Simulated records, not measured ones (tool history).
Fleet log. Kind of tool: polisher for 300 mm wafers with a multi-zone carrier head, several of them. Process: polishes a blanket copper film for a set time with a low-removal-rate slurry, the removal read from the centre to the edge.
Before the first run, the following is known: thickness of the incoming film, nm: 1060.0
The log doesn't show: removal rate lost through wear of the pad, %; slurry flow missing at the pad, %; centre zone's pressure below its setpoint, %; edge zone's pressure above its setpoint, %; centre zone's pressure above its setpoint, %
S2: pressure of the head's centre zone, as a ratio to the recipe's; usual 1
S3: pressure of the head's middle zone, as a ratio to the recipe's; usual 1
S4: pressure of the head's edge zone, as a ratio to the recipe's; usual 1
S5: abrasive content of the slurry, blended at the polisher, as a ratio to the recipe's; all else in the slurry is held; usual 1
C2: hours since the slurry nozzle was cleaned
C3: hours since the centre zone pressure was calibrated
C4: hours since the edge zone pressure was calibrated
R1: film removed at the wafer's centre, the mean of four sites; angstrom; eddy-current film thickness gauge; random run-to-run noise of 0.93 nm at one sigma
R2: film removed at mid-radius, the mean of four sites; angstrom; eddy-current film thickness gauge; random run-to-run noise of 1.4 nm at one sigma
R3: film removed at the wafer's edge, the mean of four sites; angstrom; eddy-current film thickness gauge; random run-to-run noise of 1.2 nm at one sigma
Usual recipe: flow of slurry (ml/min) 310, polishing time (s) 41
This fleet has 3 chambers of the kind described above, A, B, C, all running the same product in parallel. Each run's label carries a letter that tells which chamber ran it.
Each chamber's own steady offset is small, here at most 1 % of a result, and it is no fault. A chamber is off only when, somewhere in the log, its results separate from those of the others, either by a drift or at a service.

run 1B hour=3.4 | flow_of_slurry_(ml/min)=310 S2=1 S3=1 S4=1 S5=1 polishing_time_(s)=41 | wafers_polished_on_this_pad=393 C2=280.8 C3=817.1 C4=731.5 | R1=978.25 R2=974.39 R3=971.58
-- hour=3.5 chamber C: worn pad replaced by a new one
run 2A hour=5.4 | flow_of_slurry_(ml/min)=310 S2=1 S3=1 S4=1 S5=1 polishing_time_(s)=41 | wafers_polished_on_this_pad=658 C2=381.5 C3=1030.1 C4=15.8 | R1=953.08 R2=971.01 R3=987.74
run 3C hour=9.4 | flow_of_slurry_(ml/min)=310 S2=1 S3=1 S4=1 S5=1 polishing_time_(s)=41 | wafers_polished_on_this_pad=52 C2=71.1 C3=284.2 C4=230.2 | R1=988.26 R2=992.47 R3=955.7
run 4A hour=13.2 | flow_of_slurry_(ml/min)=310 S2=1 S3=1 S4=1 S5=1 polishing_time_(s)=41 | wafers_polished_on_this_pad=727 C2=389.3 C3=1037.9 C4=23.6 | R1=985.61 R2=963.12 R3=962.08
run 5C hour=15.6 | flow_of_slurry_(ml/min)=310 S2=1 S3=1 S4=1 S5=1 polishing_time_(s)=41 | wafers_polished_on_this_pad=107 C2=77.3 C3=290.4 C4=236.4 | R1=983.87 R2=1003.5 R3=1006.4
-- hour=16.1 chamber B: worn pad replaced by a new one
run 6B hour=18.3 | flow_of_slurry_(ml/min)=310 S2=1 S3=1 S4=1 S5=1 polishing_time_(s)=41 | wafers_polished_on_this_pad=20 C2=295.7 C3=832 C4=746.4 | R1=992.29 R2=960.53 R3=970.76
run 7A hour=22.1 | flow_of_slurry_(ml/min)=310 S2=1 S3=1 S4=1 S5=1 polishing_time_(s)=41 | wafers_polished_on_this_pad=805 C2=398.2 C3=1046.8 C4=32.5 | R1=972.43 R2=971.18 R3=987.24
run 8C hour=26.5 | flow_of_slurry_(ml/min)=310 S2=1 S3=1 S4=1 S5=1 polishing_time_(s)=41 | wafers_polished_on_this_pad=203 C2=88.2 C3=301.3 C4=247.3 | R1=969.02 R2=999.47 R3=973.33
run 9B hour=29.2 | flow_of_slurry_(ml/min)=310 S2=1 S3=1 S4=1 S5=1 polishing_time_(s)=41 | wafers_polished_on_this_pad=116 C2=306.6 C3=842.9 C4=757.3 | R1=970.43 R2=987.68 R3=977.77
run 10B hour=32.9 | flow_of_slurry_(ml/min)=310 S2=1 S3=1 S4=1 S5=1 polishing_time_(s)=48 | wafers_polished_on_this_pad=148 C2=310.3 C3=846.6 C4=761 | R1=1148 R2=1150.7 R3=1133.1
run 11C hour=36.2 | flow_of_slurry_(ml/min)=310 S2=1 S3=1 S4=1 S5=1 polishing_time_(s)=48 | wafers_polished_on_this_pad=288 C2=97.9 C3=311 C4=257 | R1=1143.7 R2=1126.3 R3=1139.1
run 12A hour=38.5 | flow_of_slurry_(ml/min)=310 S2=1 S3=1 S4=1 S5=1 polishing_time_(s)=48 | wafers_polished_on_this_pad=950 C2=414.6 C3=1063.2 C4=48.9 | R1=1155.7 R2=1133.6 R3=1143
run 13C hour=41.4 | flow_of_slurry_(ml/min)=310 S2=1 S3=1 S4=1 S5=1 polishing_time_(s)=54 | wafers_polished_on_this_pad=334 C2=103.1 C3=316.2 C4=262.2 | R1=1292.6 R2=1323.7 R3=1285.2
run 14A hour=45.3 | flow_of_slurry_(ml/min)=310 S2=1 S3=1 S4=1 S5=1 polishing_time_(s)=54 | wafers_polished_on_this_pad=1009 C2=421.4 C3=1070 C4=55.7 | R1=1279.3 R2=1295.3 R3=1282.9
run 15B hour=49.7 | flow_of_slurry_(ml/min)=310 S2=1 S3=1 S4=1 S5=1 polishing_time_(s)=54 | wafers_polished_on_this_pad=296 C2=327.1 C3=863.4 C4=777.8 | R1=1260.4 R2=1254.7 R3=1280.7
run 16A hour=54.1 | flow_of_slurry_(ml/min)=310 S2=1 S3=1 S4=1 S5=1 polishing_time_(s)=41 | wafers_polished_on_this_pad=1087 C2=430.2 C3=1078.8 C4=64.5 | R1=976.15 R2=977.68 R3=965.59
run 17C hour=57.7 | flow_of_slurry_(ml/min)=310 S2=1 S3=1 S4=1 S5=1 polishing_time_(s)=41 | wafers_polished_on_this_pad=477 C2=119.4 C3=332.5 C4=278.5 | R1=980.96 R2=982.97 R3=989.13
run 18B hour=60.8 | flow_of_slurry_(ml/min)=310 S2=1 S3=1 S4=1 S5=1 polishing_time_(s)=41 | wafers_polished_on_this_pad=394 C2=338.2 C3=874.5 C4=788.9 | R1=957.82 R2=993.76 R3=976.45
-- hour=62.3 chamber B: centre zone pressure recalibrated
run 19B hour=62.8 | flow_of_slurry_(ml/min)=310 S2=1 S3=1 S4=1 S5=1 polishing_time_(s)=41 | wafers_polished_on_this_pad=411 C2=340.2 C3=0.5 C4=790.9 | R1=958.85 R2=985.63 R3=981.89
run 20A hour=65.6 | flow_of_slurry_(ml/min)=310 S2=1 S3=1 S4=1 S5=1 polishing_time_(s)=41 | wafers_polished_on_this_pad=1188 C2=441.7 C3=1090.3 C4=76 | R1=958.1 R2=966.95 R3=967.95
run 21C hour=70 | flow_of_slurry_(ml/min)=310 S2=1 S3=1 S4=1 S5=1 polishing_time_(s)=41 | wafers_polished_on_this_pad=586 C2=131.7 C3=344.8 C4=290.8 | R1=991.83 R2=976.27 R3=968.89
run 22B hour=73.3 | flow_of_slurry_(ml/min)=310 S2=1 S3=1 S4=1 S5=1 polishing_time_(s)=41 | wafers_polished_on_this_pad=504 C2=350.7 C3=11 C4=801.4 | R1=951.37 R2=991.75 R3=957.45
-- hour=74 chamber C: centre zone pressure recalibrated
run 23A hour=76.1 | flow_of_slurry_(ml/min)=310 S2=1 S3=1 S4=1 S5=1 polishing_time_(s)=41 | wafers_polished_on_this_pad=1280 C2=452.2 C3=1100.8 C4=86.5 | R1=972.41 R2=996.29 R3=978.28
-- hour=78 chamber A: centre zone pressure recalibrated
run 24C hour=78.7 | flow_of_slurry_(ml/min)=310 S2=1 S3=1 S4=1 S5=1 polishing_time_(s)=41 | wafers_polished_on_this_pad=662 C2=140.4 C3=4.7 C4=299.5 | R1=1092.5 R2=994.28 R3=976.16
-- hour=80 chamber B: worn pad replaced by a new one
run 25A hour=82.6 | flow_of_slurry_(ml/min)=310 S2=1 S3=1 S4=1 S5=1 polishing_time_(s)=41 | wafers_polished_on_this_pad=1338 C2=458.7 C3=4.7 C4=93 | R1=984.42 R2=976.21 R3=961.61
run 26C hour=86.9 | flow_of_slurry_(ml/min)=310 S2=1 S3=1 S4=1 S5=1 polishing_time_(s)=41 | wafers_polished_on_this_pad=734 C2=148.6 C3=12.9 C4=307.7 | R1=1087.4 R2=958.59 R3=978.44
-- hour=87.5 chamber A: worn pad replaced by a new one
run 27B hour=91.3 | flow_of_slurry_(ml/min)=310 S2=1 S3=1 S4=1 S5=1 polishing_time_(s)=41 | wafers_polished_on_this_pad=100 C2=368.7 C3=29 C4=819.4 | R1=973.53 R2=987.84 R3=954.99
run 28B hour=94.5 | flow_of_slurry_(ml/min)=310 S2=1 S3=1 S4=1 S5=1 polishing_time_(s)=41 | wafers_polished_on_this_pad=128 C2=371.9 C3=32.2 C4=822.6 | R1=987.02 R2=989.76 R3=968.1
run 29C hour=98.4 | flow_of_slurry_(ml/min)=310 S2=1 S3=1 S4=1 S5=1 polishing_time_(s)=41 | wafers_polished_on_this_pad=835 C2=160.1 C3=24.4 C4=319.2 | R1=1124.2 R2=962.3 R3=982.89
-- hour=101.4 chamber C: worn pad replaced by a new one
run 30A hour=101.6 | flow_of_slurry_(ml/min)=215 S2=1 S3=1 S4=1 S5=1 polishing_time_(s)=51 | wafers_polished_on_this_pad=124 C2=477.7 C3=23.7 C4=112 | R1=1159.7 R2=1180.7 R3=1188.9
run 31A hour=105.3 | flow_of_slurry_(ml/min)=215 S2=1 S3=1 S4=1 S5=1 polishing_time_(s)=51 | wafers_polished_on_this_pad=156 C2=481.4 C3=27.4 C4=115.7 | R1=1158.5 R2=1186 R3=1191.7
run 32C hour=108.3 | flow_of_slurry_(ml/min)=215 S2=1 S3=1 S4=1 S5=1 polishing_time_(s)=51 | wafers_polished_on_this_pad=61 C2=170 C3=34.3 C4=329.1 | R1=1299.7 R2=1191.5 R3=1186.9
run 33B hour=112.1 | flow_of_slurry_(ml/min)=310 S2=1 S3=1 S4=1 S5=1 polishing_time_(s)=41 | wafers_polished_on_this_pad=283 C2=389.5 C3=49.8 C4=840.2 | R1=988.41 R2=968.51 R3=950.94
run 34C hour=116.6 | flow_of_slurry_(ml/min)=310 S2=1 S3=1 S4=1 S5=1 polishing_time_(s)=41 | wafers_polished_on_this_pad=134 C2=178.3 C3=42.6 C4=337.4 | R1=1099.6 R2=990.11 R3=982.45
run 35B hour=119.7 | flow_of_slurry_(ml/min)=310 S2=1 S3=1 S4=1 S5=1 polishing_time_(s)=41 | wafers_polished_on_this_pad=350 C2=397.1 C3=57.4 C4=847.8 | R1=976.66 R2=990.53 R3=970.9
run 36A hour=123.9 | flow_of_slurry_(ml/min)=310 S2=1 S3=1 S4=1 S5=1 polishing_time_(s)=41 | wafers_polished_on_this_pad=320 C2=500 C3=46 C4=134.3 | R1=986.02 R2=962.82 R3=950.43
run 37C hour=127.7 | flow_of_slurry_(ml/min)=310 S2=1 S3=1 S4=1 S5=1 polishing_time_(s)=41 | wafers_polished_on_this_pad=231 C2=189.4 C3=53.7 C4=348.5 | R1=1096.5 R2=1005.7 R3=1004.4
run 38B hour=132 | flow_of_slurry_(ml/min)=310 S2=1 S3=1 S4=1 S5=1 polishing_time_(s)=41 | wafers_polished_on_this_pad=458 C2=409.4 C3=69.7 C4=860.1 | R1=986.26 R2=977.3 R3=959.35
run 39A hour=136.3 | flow_of_slurry_(ml/min)=310 S2=1 S3=1 S4=1 S5=1 polishing_time_(s)=41 | wafers_polished_on_this_pad=429 C2=512.4 C3=58.4 C4=146.7 | R1=969.24 R2=982.42 R3=974.59
run 40C hour=139.5 | flow_of_slurry_(ml/min)=310 S2=1 S3=1 S4=1 S5=1 polishing_time_(s)=41 | wafers_polished_on_this_pad=335 C2=201.2 C3=65.5 C4=360.3 | R1=1085.1 R2=980.52 R3=973.85

Read the log: is a single chamber off, either drifting away or since a service, is the gauge that measures every chamber drifting, or is nothing wrong beyond small per-chamber offsets? Name any odd chamber and what most likely caused it.

Chamber C has stood off from the others ever since a service on it.
What lies behind it: centre zone's pressure above its setpoint, % = 10.4.

Which of the 4 candidates below, each the usual settings with something changed and its results left as question marks, puts chamber C back in line with what the other chambers give on the usual settings?
To be in line, a result may differ from the other chambers' mean on the usual settings by at most: R1 33 angstrom; R2 48 angstrom; R3 40 angstrom
run 41C-1 hour=142.7 | flow_of_slurry_(ml/min)=325 S2=1.16 S3=0.98 S4=0.94 S5=1 polishing_time_(s)=43 | R1=? R2=? R3=?
run 41C-2 hour=142.7 | flow_of_slurry_(ml/min)=315 S2=1.09 S3=0.99 S4=0.97 S5=1 polishing_time_(s)=42 | R1=? R2=? R3=?
run 41C-3 hour=142.7 | flow_of_slurry_(ml/min)=305 S2=0.91 S3=1.01 S4=1.03 S5=1 polishing_time_(s)=40 | R1=? R2=? R3=?
run 41C-4 hour=142.7 | flow_of_slurry_(ml/min)=300 S2=0.85 S3=1.03 S4=1.05 S5=1 polishing_time_(s)=40 | R1=? R2=? R3=?

The mean the other chambers reach with the usual settings: R1 976.28 angstrom; R2 975.91 angstrom; R3 974.66 angstrom
run=41C-1 R1=1344 R2=1012.7 R3=995.36
run=41C-2 R1=1225 R2=995.74 R3=985.69
run=41C-3 R1=958.58 R2=963.68 R3=966.19
run=41C-4 R1=889.03 R2=979.75 R3=974.66
41C-3 brings the chamber back in line.
